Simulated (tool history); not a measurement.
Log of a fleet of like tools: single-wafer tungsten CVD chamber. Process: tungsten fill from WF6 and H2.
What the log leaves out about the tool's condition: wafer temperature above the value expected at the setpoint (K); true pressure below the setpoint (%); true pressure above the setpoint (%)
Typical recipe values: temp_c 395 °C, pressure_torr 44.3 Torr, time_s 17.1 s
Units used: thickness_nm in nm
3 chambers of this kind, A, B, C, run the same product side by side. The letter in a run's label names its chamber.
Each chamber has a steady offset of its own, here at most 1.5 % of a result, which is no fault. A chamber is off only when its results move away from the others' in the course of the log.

run   hour  temp_c  pressure_torr  time_s  hours since the last thermocouple change  hours since the last manometer calibration  read-back reference wafer on the same gauge, thickness_nm  thickness_nm
 1B   15.1     395           44.3    17.1                                     230.9                                      2083.5                                                      61.22        53.593
 2A   29.4     395           44.3    17.1                                      1894                                      1794.9                                                     61.214        53.988
 3C   41.1     395           44.3    17.1                                     493.5                                         590                                                     61.223        53.447
 4C   56.7     395           44.3    17.1                                     509.1                                       605.6                                                     61.229        53.549
 5B   69.9     402           44.3    17.1                                     285.7                                      2138.3                                                      61.26        61.213
 6A   83.1     402           44.3    17.1                                    1947.7                                      1848.6                                                     61.276          61.4
 7A   91.5     402           44.3    17.1                                    1956.1                                        1857                                                     61.253         61.34
 8B  102.3     395           44.3    17.1                                     318.1                                      2170.7                                                     61.266        53.798
 9C  110.7     395           44.3    17.1                                     563.1                                       659.6                                                     61.269        53.634
10C  126.3     395           44.3    17.1                                     578.7                                       675.2                                                     61.313        53.631
11B  137.9     395           44.3    17.1                                     353.7                                      2206.3                                                     61.318        53.705
12A  148.9     395           44.3    17.1                                    2013.5                                      1914.4                                                     61.288        54.063
13A  157.7     395           44.3    17.1                                    2022.3                                      1923.2                                                     61.315        54.124
14C  165.6     395           44.3    17.1                                       618                                       714.5                                                      61.31        53.522
15B  177.6     395           44.3    17.1                                     393.4                                        2246                                                      61.32        53.697
16A  190.6     395           44.3    17.1                                    2055.2                                      1956.1                                                     61.355          54.3
17C    199     395           44.3    17.1                                     651.4                                       747.9                                                     61.337        53.711
18B  212.6     395           44.3    17.1                                     428.4                                        2281                                                     61.346        53.724
19B  226.6     395           44.3    17.1                                     442.4                                        2295                                                     61.376        53.746
20A  240.6     395           44.3    17.1                                    2105.2                                      2006.1                                                     61.358        54.245
21C  255.9     395           44.3    17.1                                     708.3                                       804.8                                                     61.375        53.547
     257.6  -- chamber C: capacitance manometer re-zeroed and calibrated
22A  271.2     395           44.3    17.1                                    2135.8                                      2036.7                                                     61.397        54.152
23C  285.5     395           53.4      19                                     737.9                                          28                                                     61.397        64.976
24B  299.7     395           53.4      19                                     515.5                                      2368.1                                                     61.414        65.176
25C  311.7     395           53.4      19                                     764.1                                        54.2                                                      61.42        64.871
26B  326.6     395           44.3    17.1                                     542.4                                        2395                                                     61.428        53.708
27A  338.3     395           44.3    17.1                                    2202.9                                      2103.8                                                     61.457        54.307
28A  350.8     395           44.3    17.1                                    2215.4                                      2116.3                                                     61.455         54.29
     354.8  -- chamber A: capacitance manometer re-zeroed and calibrated
29C  365.3     395           44.3    17.1                                     817.7                                       107.8                                                     61.458        53.778
30B  377.4     404           44.3    17.1                                     593.2                                      2445.8                                                     61.473        63.677
31B  391.3     404           44.3    17.1                                     607.1                                      2459.7                                                     61.502        63.695
     401.1  -- chamber A: thermocouple changed; heater temperature recalibrated
32C  404.9     404           44.3    17.1                                     857.3                                       147.4                                                     61.484        63.574
33A    418     395           44.3    17.1                                        17                                        63.3                                                     61.492        54.429
34C    432     395           44.3    17.1                                     884.4                                       174.5                                                     61.501        53.783

Is one chamber out of step, is the gauge drifting, or do the chambers differ by no more than their own small offsets? For an off chamber, give its letter and the likeliest cause.

The shared gauge is drifting. All chambers look as if they move in step, but none is off.
Cause: gauge reads high (%) = 0.515.
